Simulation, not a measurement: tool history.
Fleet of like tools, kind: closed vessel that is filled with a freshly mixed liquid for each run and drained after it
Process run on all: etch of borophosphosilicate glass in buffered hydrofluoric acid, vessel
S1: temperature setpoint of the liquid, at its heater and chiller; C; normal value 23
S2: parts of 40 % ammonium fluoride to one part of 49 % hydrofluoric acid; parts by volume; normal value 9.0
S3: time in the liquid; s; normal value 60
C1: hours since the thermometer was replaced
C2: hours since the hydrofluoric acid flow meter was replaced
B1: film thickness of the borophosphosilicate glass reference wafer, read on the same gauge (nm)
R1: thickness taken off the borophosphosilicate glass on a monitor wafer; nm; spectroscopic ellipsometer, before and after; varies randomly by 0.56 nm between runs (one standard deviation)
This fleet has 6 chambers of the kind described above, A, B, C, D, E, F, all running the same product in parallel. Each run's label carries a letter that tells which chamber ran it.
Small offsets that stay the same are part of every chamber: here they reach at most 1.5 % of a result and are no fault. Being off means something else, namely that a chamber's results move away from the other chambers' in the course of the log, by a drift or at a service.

-- hour=3.8 chamber D: hydrofluoric acid flow meter replaced
run 1F hour=12.4 | S1=23 S2=9.0 S3=60 | C1=2861.8 C2=1098.5 | B1=80.000 | R1=98.448
run 2B hour=24.5 | S1=23 S2=9.0 S3=60 | C1=462.4 C2=531.4 | B1=80.029 | R1=98.480
run 3E hour=37.9 | S1=23 S2=9.0 S3=60 | C1=194.3 C2=242.6 | B1=79.977 | R1=99.179
run 4C hour=45.0 | S1=23 S2=9.0 S3=60 | C1=1596.8 C2=221.6 | B1=79.993 | R1=96.429
run 5A hour=55.7 | S1=23 S2=9.0 S3=60 | C1=1815.1 C2=78.1 | B1=80.015 | R1=98.589
run 6D hour=65.7 | S1=23 S2=9.0 S3=60 | C1=335.0 C2=62.0 | B1=79.979 | R1=99.300
run 7C hour=72.0 | S1=23 S2=9.0 S3=60 | C1=1623.8 C2=248.6 | B1=80.012 | R1=97.293
run 8D hour=81.9 | S1=23 S2=9.0 S3=60 | C1=351.2 C2=78.2 | B1=79.996 | R1=97.566
run 9B hour=94.5 | S1=23 S2=10.5 S3=60 | C1=532.4 C2=601.4 | B1=80.013 | R1=88.015
-- hour=100.8 chamber B: thermometer replaced
run 10A hour=103.9 | S1=23 S2=10.5 S3=60 | C1=1863.3 C2=126.3 | B1=79.983 | R1=87.802
run 11F hour=117.6 | S1=23 S2=10.5 S3=60 | C1=2967.0 C2=1203.7 | B1=80.018 | R1=88.080
run 12E hour=132.1 | S1=23 S2=10.5 S3=60 | C1=288.5 C2=336.8 | B1=80.030 | R1=87.936
run 13F hour=140.0 | S1=23 S2=10.5 S3=60 | C1=2989.4 C2=1226.1 | B1=80.008 | R1=88.237
run 14D hour=154.6 | S1=23 S2=10.5 S3=60 | C1=423.9 C2=150.9 | B1=80.015 | R1=87.613
run 15E hour=163.0 | S1=23 S2=12.0 S3=80 | C1=319.4 C2=367.7 | B1=79.988 | R1=102.150
run 16A hour=175.7 | S1=23 S2=12.0 S3=80 | C1=1935.1 C2=198.1 | B1=80.006 | R1=102.790
run 17B hour=186.2 | S1=23 S2=12.0 S3=80 | C1=85.5 C2=693.1 | B1=79.990 | R1=101.640
run 18C hour=199.3 | S1=23 S2=12.0 S3=80 | C1=1751.1 C2=375.9 | B1=80.012 | R1=102.730
-- hour=208.4 chamber A: thermometer replaced
run 19B hour=209.2 | S1=23 S2=12.0 S3=80 | C1=108.5 C2=716.1 | B1=80.019 | R1=102.440
run 20E hour=215.7 | S1=23 S2=12.0 S3=80 | C1=372.1 C2=420.4 | B1=80.025 | R1=102.460
run 21F hour=226.4 | S1=23 S2=9.0 S3=60 | C1=3075.8 C2=1312.5 | B1=79.993 | R1=98.276
run 22A hour=239.8 | S1=23 S2=9.0 S3=60 | C1=31.5 C2=262.2 | B1=80.022 | R1=98.944
run 23C hour=252.3 | S1=23 S2=11.5 S3=40 | C1=1804.1 C2=428.9 | B1=80.009 | R1=52.749
run 24D hour=266.0 | S1=23 S2=11.5 S3=40 | C1=535.3 C2=262.3 | B1=80.003 | R1=53.306
-- hour=269.0 chamber F: thermometer replaced
run 25F hour=279.2 | S1=23 S2=11.5 S3=40 | C1=10.3 C2=1365.3 | B1=79.996 | R1=53.604
run 26A hour=293.5 | S1=23 S2=11.5 S3=40 | C1=85.2 C2=315.9 | B1=79.966 | R1=52.850
run 27B hour=301.1 | S1=23 S2=11.5 S3=40 | C1=200.4 C2=808.0 | B1=79.990 | R1=51.920
run 28E hour=312.4 | S1=23 S2=11.5 S3=40 | C1=468.8 C2=517.1 | B1=80.005 | R1=52.840
run 29D hour=319.2 | S1=23 S2=9.0 S3=60 | C1=588.5 C2=315.5 | B1=79.980 | R1=97.635
run 30C hour=326.6 | S1=23 S2=9.0 S3=60 | C1=1878.4 C2=503.2 | B1=79.993 | R1=98.333
run 31C hour=340.6 | S1=23 S2=9.0 S3=60 | C1=1892.4 C2=517.2 | B1=79.974 | R1=96.461
run 32F hour=348.8 | S1=23 S2=9.0 S3=60 | C1=79.9 C2=1434.9 | B1=79.997 | R1=98.762
run 33E hour=357.4 | S1=23 S2=9.0 S3=60 | C1=513.8 C2=562.1 | B1=80.002 | R1=98.714
run 34D hour=370.6 | S1=19 S2=7.0 S3=60 | C1=639.9 C2=366.9 | B1=79.968 | R1=103.730
run 35A hour=379.6 | S1=19 S2=7.0 S3=60 | C1=171.3 C2=402.0 | B1=80.021 | R1=104.340
run 36B hour=389.7 | S1=19 S2=7.0 S3=60 | C1=289.0 C2=896.6 | B1=79.976 | R1=96.189
run 37A hour=398.8 | S1=19 S2=7.0 S3=60 | C1=190.5 C2=421.2 | B1=80.012 | R1=103.910
run 38B hour=406.7 | S1=19 S2=7.0 S3=60 | C1=306.0 C2=913.6 | B1=79.997 | R1=96.201
run 39C hour=417.8 | S1=19 S2=7.0 S3=60 | C1=1969.6 C2=594.4 | B1=80.015 | R1=103.730
run 40D hour=428.1 | S1=23 S2=9.0 S3=60 | C1=697.4 C2=424.4 | B1=80.005 | R1=98.215
run 41F hour=442.3 | S1=23 S2=9.0 S3=60 | C1=173.4 C2=1528.4 | B1=80.018 | R1=97.431
run 42E hour=454.1 | S1=23 S2=9.0 S3=60 | C1=610.5 C2=658.8 | B1=80.009 | R1=98.546
run 43A hour=464.9 | S1=23 S2=9.0 S3=60 | C1=256.6 C2=487.3 | B1=80.002 | R1=98.064

All chambers now run identical settings, listed one chamber a line with results as question marks. What results will each chamber show?
run 44A hour=475.4 | S1=23 S2=9.0 S3=60 | R1=?
run 44B hour=475.4 | S1=23 S2=9.0 S3=60 | R1=?
run 44C hour=475.4 | S1=23 S2=9.0 S3=60 | R1=?
run 44D hour=475.4 | S1=23 S2=9.0 S3=60 | R1=?
run 44E hour=475.4 | S1=23 S2=9.0 S3=60 | R1=?
run 44F hour=475.4 | S1=23 S2=9.0 S3=60 | R1=?

run=44A R1=98.641
run=44B R1=92.585
run=44C R1=97.297
run=44D R1=98.683
run=44E R1=99.303
run=44F R1=99.083

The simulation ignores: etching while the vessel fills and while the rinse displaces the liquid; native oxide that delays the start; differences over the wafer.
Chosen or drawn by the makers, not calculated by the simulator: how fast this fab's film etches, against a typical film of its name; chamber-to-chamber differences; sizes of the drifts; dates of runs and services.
